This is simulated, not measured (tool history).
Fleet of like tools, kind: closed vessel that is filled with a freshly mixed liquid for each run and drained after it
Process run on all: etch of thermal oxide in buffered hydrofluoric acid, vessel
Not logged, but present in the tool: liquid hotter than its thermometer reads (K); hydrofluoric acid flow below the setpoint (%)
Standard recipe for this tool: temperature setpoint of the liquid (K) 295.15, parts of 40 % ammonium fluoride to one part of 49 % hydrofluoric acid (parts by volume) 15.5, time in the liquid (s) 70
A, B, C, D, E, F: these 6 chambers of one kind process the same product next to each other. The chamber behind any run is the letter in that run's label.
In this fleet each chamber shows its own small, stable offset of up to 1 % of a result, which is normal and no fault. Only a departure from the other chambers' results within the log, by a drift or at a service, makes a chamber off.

run   hour  temperature setpoint of the liquid (K)  parts of 40 % ammonium fluoride to one part of 49 % hydrofluoric acid (parts by volume)  time in the liquid (s)  hours since the thermometer was replaced  hours since the hydrofluoric acid flow meter was replaced  read-back film thickness of the thermal oxide reference wafer, read on the same gauge (nm)  thickness taken off the thermal oxide on a monitor wafer (Å)
 1C   12.0                                  295.15                                                                                     15.5                      70                                    1047.3                                                     1853.4                                                                                      39.996                                                        461.56
 2F   22.5                                  295.15                                                                                     15.5                      70                                    1375.8                                                      565.5                                                                                      39.982                                                        462.61
 3D   33.2                                  295.15                                                                                     15.5                      70                                      82.0                                                      240.7                                                                                      39.982                                                        458.85
 4E   44.6                                  295.15                                                                                     15.5                      70                                     673.1                                                     1352.7                                                                                      40.019                                                        469.70
      57.5  -- chamber C: hydrofluoric acid flow meter replaced
 5A   57.8                                  295.15                                                                                     15.5                     110                                     244.8                                                      294.1                                                                                      39.976                                                        725.50
 6B   70.7                                  295.15                                                                                     15.5                     110                                     129.3                                                     2080.1                                                                                      40.000                                                        730.07
 7F   78.5                                  295.15                                                                                     15.5                     110                                    1431.8                                                      621.5                                                                                      39.982                                                        734.70
 8B   91.2                                  295.15                                                                                     15.5                     110                                     149.8                                                     2100.6                                                                                      39.996                                                        724.98
 9E   97.6                                  295.15                                                                                     15.5                     110                                     726.1                                                     1405.7                                                                                      39.965                                                        724.52
10A  110.8                                  295.15                                                                                     15.5                     110                                     297.8                                                      347.1                                                                                      39.980                                                        732.75
11C  117.6                                  295.15                                                                                     15.5                      70                                    1152.9                                                       60.1                                                                                      40.011                                                        464.50
12D  125.3                                  295.15                                                                                     15.5                      70                                     174.1                                                      332.8                                                                                      39.998                                                        465.42
13B  139.9                                  295.15                                                                                     15.5                      70                                     198.5                                                     2149.3                                                                                      40.013                                                        463.14
14C  152.7                                  295.15                                                                                     15.5                      70                                    1188.0                                                       95.2                                                                                      39.999                                                        459.53
15D  163.8                                  295.15                                                                                     15.5                      70                                     212.6                                                      371.3                                                                                      40.005                                                        467.87
16E  176.1                                  295.15                                                                                     15.5                      70                                     804.6                                                     1484.2                                                                                      40.009                                                        454.26
17A  187.0                                  295.15                                                                                     15.5                      70                                     374.0                                                      423.3                                                                                      39.990                                                        463.23
18F  196.5                                  295.15                                                                                     11.5                      70                                    1549.8                                                      739.5                                                                                      39.985                                                        623.66
19D  203.9                                  295.15                                                                                     11.5                      70                                     252.7                                                      411.4                                                                                      40.011                                                        623.87
20F  217.2                                  295.15                                                                                     11.5                      70                                    1570.5                                                      760.2                                                                                      39.981                                                        622.15
21E  225.0                                  295.15                                                                                     11.5                      70                                     853.5                                                     1533.1                                                                                      40.005                                                        600.39
22A  233.5                                  295.15                                                                                     11.5                      70                                     420.5                                                      469.8                                                                                      40.012                                                        625.13
23C  241.3                                  295.15                                                                                     11.5                      70                                    1276.6                                                      183.8                                                                                      39.988                                                        628.10
24B  249.1                                  295.15                                                                                     15.5                      70                                     307.7                                                     2258.5                                                                                      40.004                                                        461.11
25D  263.1                                  295.15                                                                                     15.5                      70                                     311.9                                                      470.6                                                                                      40.008                                                        467.54
26F  277.6                                  295.15                                                                                     15.5                      70                                    1630.9                                                      820.6                                                                                      40.009                                                        469.60
27E  287.6                                  295.15                                                                                     11.5                      70                                     916.1                                                     1595.7                                                                                      40.031                                                        605.53
28C  296.6                                  295.15                                                                                     11.5                      70                                    1331.9                                                      239.1                                                                                      39.970                                                        614.66
29B  310.2                                  295.15                                                                                     11.5                      70                                     368.8                                                     2319.6                                                                                      40.023                                                        627.37
30A  318.5                                  295.15                                                                                     11.5                      70                                     505.5                                                      554.8                                                                                      40.024                                                        627.78
31F  330.7                                  295.15                                                                                     11.5                      70                                    1684.0                                                      873.7                                                                                      40.032                                                        621.09
32E  339.4                                  295.15                                                                                     11.5                      70                                     967.9                                                     1647.5                                                                                      40.002                                                        592.19
33A  348.7                                  295.15                                                                                     15.5                      70                                     535.7                                                      585.0                                                                                      40.000                                                        469.28
34C  362.5                                  295.15                                                                                     15.5                      70                                    1397.8                                                      305.0                                                                                      40.005                                                        463.51
35B  374.6                                  295.15                                                                                     15.5                      70                                     433.2                                                     2384.0                                                                                      39.972                                                        461.00
36D  385.3                                  295.15                                                                                     15.5                      70                                     434.1                                                      592.8                                                                                      39.991                                                        465.60
37E  391.6                                  295.15                                                                                     15.5                      70                                    1020.1                                                     1699.7                                                                                      40.003                                                        440.59
38D  400.6                                  295.15                                                                                     15.5                      70                                     449.4                                                      608.1                                                                                      39.988                                                        463.52
39A  409.2                                  295.15                                                                                     15.5                      70                                     596.2                                                      645.5                                                                                      40.005                                                        466.04
     415.8  -- chamber C: thermometer replaced
40C  420.9                                  293.15                                                                                     19.0                      70                                       5.2                                                      363.4                                                                                      40.030                                                        345.01
41F  428.9                                  293.15                                                                                     19.0                      70                                    1782.2                                                      971.9                                                                                      39.997                                                        340.55
42B  438.5                                  293.15                                                                                     19.0                      70                                     497.1                                                     2447.9                                                                                      40.013                                                        338.37
43B  451.8                                  293.15                                                                                     19.0                      70                                     510.4                                                     2461.2                                                                                      39.980                                                        338.07
44D  460.8                                  293.15                                                                                     19.0                      70                                     509.6                                                      668.3                                                                                      39.974                                                        346.59

Decide between three cases: one chamber stands off from its peers, the gauge reading all wafers drifts, or nothing is wrong past each chamber's small offset. Where a chamber is off, say which and what most likely put it there.

Chamber E drifts away from the others.
Cause: hydrofluoric acid flow below the setpoint (%) = 7.11.
It could be hard to tell apart here from: liquid colder than its thermometer reads (K).

Chamber E could run next with any of the 4 candidate recipes listed below; each alters the usual settings, and their results appear as question marks. Which one brings its results back in line with what the other chambers deliver on the usual settings?
To be in line, a result may differ from the other chambers' mean on the usual settings by at most: thickness taken off the thermal oxide on a monitor wafer (Å) 15.00
45E-1  471.3                                  295.15                                                                                     16.5                      70                                                                                                                                                                                                                                                              ?
45E-2  471.3                                  294.15                                                                                     17.0                      70                                                                                                                                                                                                                                                              ?
45E-3  471.3                                  295.15                                                                                     15.5                      75                                                                                                                                                                                                                                                              ?
45E-4  471.3                                  295.65                                                                                     15.0                      75                                                                                                                                                                                                                                                              ?

The mean the other chambers reach with the usual settings: thickness taken off the thermal oxide on a monitor wafer (Å) 465.27
  run  thickness taken off the thermal oxide on a monitor wafer (Å)
45E-1                                                        408.27
45E-2                                                        375.42
45E-3                                                        465.23
45E-4                                                        493.95
Change 45E-3 lands the chamber within the allowed miss of the other chambers.
